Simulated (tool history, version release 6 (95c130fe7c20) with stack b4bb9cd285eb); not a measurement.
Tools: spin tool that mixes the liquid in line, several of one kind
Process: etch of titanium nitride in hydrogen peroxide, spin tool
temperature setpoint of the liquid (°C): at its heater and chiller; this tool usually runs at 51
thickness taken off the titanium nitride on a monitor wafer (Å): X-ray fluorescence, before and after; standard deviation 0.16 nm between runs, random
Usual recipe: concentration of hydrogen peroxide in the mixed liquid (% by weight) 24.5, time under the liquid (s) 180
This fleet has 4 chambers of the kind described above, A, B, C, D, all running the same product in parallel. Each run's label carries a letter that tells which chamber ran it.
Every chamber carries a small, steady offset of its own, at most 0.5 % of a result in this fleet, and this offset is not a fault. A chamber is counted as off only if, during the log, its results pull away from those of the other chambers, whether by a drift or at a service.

run,hour,temperature setpoint of the liquid (°C),concentration of hydrogen peroxide in the mixed liquid (% by weight),time under the liquid (s),hours since the thermometer was replaced,hours since the peroxide flow meter was replaced,hours since the heated supply line was repaired,hours since the drum of peroxide was connected,"read-back film thickness of the titanium nitride reference wafer, read on the same gauge (nm)",thickness taken off the titanium nitride on a monitor wafer (Å)
# hour 1.7: chamber C: new drum of peroxide connected
1A,7,51,24.5,180,2312.3,403.4,376.2,614.7,109.98,163.73
2C,15.6,51,24.5,180,152.2,479.8,1675,13.9,110,166.82
3B,24.8,51,24.5,180,401.5,229.9,407.2,164.9,110.01,163.34
4D,36,51,24.5,180,162.7,611.4,1059.5,432.7,110,165.75
5C,43.7,45.5,21,180,180.3,507.9,1703.1,42,110.03,106.49
6D,50,45.5,21,180,176.7,625.4,1073.5,446.7,109.99,107.36
7A,61,45.5,21,180,2366.3,457.4,430.2,668.7,110.03,105.16
8B,70.2,45.5,21,180,446.9,275.3,452.6,210.3,110.03,105.82
9A,78.3,51,24.5,180,2383.6,474.7,447.5,686,110,166.9
10B,88.3,51,24.5,180,465,293.4,470.7,228.4,110,163.09
11C,95.6,51,24.5,180,232.2,559.8,1755,93.9,110.03,168.07
12D,106.6,51,24.5,180,233.3,682,1130.1,503.3,109.97,164.15
13C,113.2,51,24.5,180,249.8,577.4,1772.6,111.5,110.01,168.38
14A,118.7,51,24.5,180,2424,515.1,487.9,726.4,110.01,164.33
15B,124.3,51,24.5,180,501,329.4,506.7,264.4,109.99,163.33
16D,132,51,24.5,180,258.7,707.4,1155.5,528.7,110.03,160.01
17B,142.1,51,24.5,180,518.8,347.2,524.5,282.2,110.01,162.25
# hour 148.5: chamber D: new drum of peroxide connected
18C,149.1,51,24.5,180,285.7,613.3,1808.5,147.4,110,166.41
19D,155.7,51,24.5,180,282.4,731.1,1179.2,7.2,109.98,157.04
20A,166.1,51,24.5,180,2471.4,562.5,535.3,773.8,109.98,166.21
21C,171.4,51,24.5,180,308,635.6,1830.8,169.7,109.98,165.43
22A,182.2,47,19,180,2487.5,578.6,551.4,789.9,109.99,116.17
23D,193.3,47,19,180,320,768.7,1216.8,44.8,110.02,105.89
24B,200.8,47,19,180,577.5,405.9,583.2,340.9,109.99,117.33
25A,209.9,47,19,180,2515.2,606.3,579.1,817.6,110.01,117.99
26D,218.7,51,24.5,180,345.4,794.1,1242.2,70.2,109.99,152.14
27B,226.6,51,24.5,180,603.3,431.7,609,366.7,110.02,164.68
28C,232.2,51,24.5,180,368.8,696.4,1891.6,230.5,110.02,165.41
29D,243.4,51,24.5,180,370.1,818.8,1266.9,94.9,109.99,149.55
30B,252.4,51,24.5,180,629.1,457.5,634.8,392.5,109.99,166.13
31A,263.1,51,24.5,180,2568.4,659.5,632.3,870.8,110,167.33

The same settings go to every chamber for the next run, one line per chamber below. Forecast the results for each:
32A,271.4,51,24.5,180,,,,,,?
32B,271.4,51,24.5,180,,,,,,?
32C,271.4,51,24.5,180,,,,,,?
32D,271.4,51,24.5,180,,,,,,?

run,thickness taken off the titanium nitride on a monitor wafer (Å)
32A,165.36
32B,166.73
32C,163.46
32D,145.95
